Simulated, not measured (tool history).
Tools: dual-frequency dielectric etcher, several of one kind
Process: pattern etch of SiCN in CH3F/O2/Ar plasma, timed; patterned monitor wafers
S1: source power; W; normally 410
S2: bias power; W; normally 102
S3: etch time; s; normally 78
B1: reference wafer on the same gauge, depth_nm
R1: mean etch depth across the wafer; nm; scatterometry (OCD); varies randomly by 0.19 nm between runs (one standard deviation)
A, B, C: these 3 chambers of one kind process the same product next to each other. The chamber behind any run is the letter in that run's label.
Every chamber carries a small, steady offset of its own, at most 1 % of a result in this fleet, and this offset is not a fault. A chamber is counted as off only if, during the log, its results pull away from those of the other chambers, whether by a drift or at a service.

run,hour,S1,S2,S3,B1,R1
1B,10.4,410,102,78,35.689,33.835
2C,20.8,410,102,78,35.654,33.184
3A,26.4,410,102,78,35.684,33.568
4A,31.9,410,102,78,35.696,33.552
5C,39.6,410,102,78,35.717,33.2
6B,46,410,102,78,35.647,33.719
7A,54.6,410,102,78,35.684,33.316
# hour 58.7: chamber C: wet clean of the chamber
8C,63.9,410,102,78,35.712,32.333
9B,73.1,410,102,78,35.703,33.795
10A,80.5,370,102,78,35.726,32.093
11B,89.8,370,102,78,35.741,32.668
12C,96,370,102,78,35.637,30.641
13C,103.2,410,102,78,35.685,32.049
# hour 112.3: chamber B: wet clean of the chamber
14B,113.3,410,102,78,35.699,34.006
15A,121.2,410,102,78,35.718,33.512
16C,129,410,102,78,35.759,31.754
17A,134.2,410,120,91.5,35.693,41.937
# hour 140.5: chamber A: wet clean of the chamber
18B,142.8,410,120,91.5,35.692,41.812
19B,147.6,410,120,91.5,35.666,41.892
# hour 152.9: chamber A: bias power generator calibrated
20A,154.4,410,102,78,35.694,33.381
21C,163.9,410,102,78,35.757,31.998
22A,172.5,410,102,78,35.763,33.266
23B,177,410,102,78,35.715,33.75

Next, all 3 chambers run the settings below, one line each with question marks for the results. What does each chamber give?
24A,184.6,410,102,78,,?
24B,184.6,410,102,78,,?
24C,184.6,410,102,78,,?

run,R1
24A,33.493
24B,33.628
24C,31.986
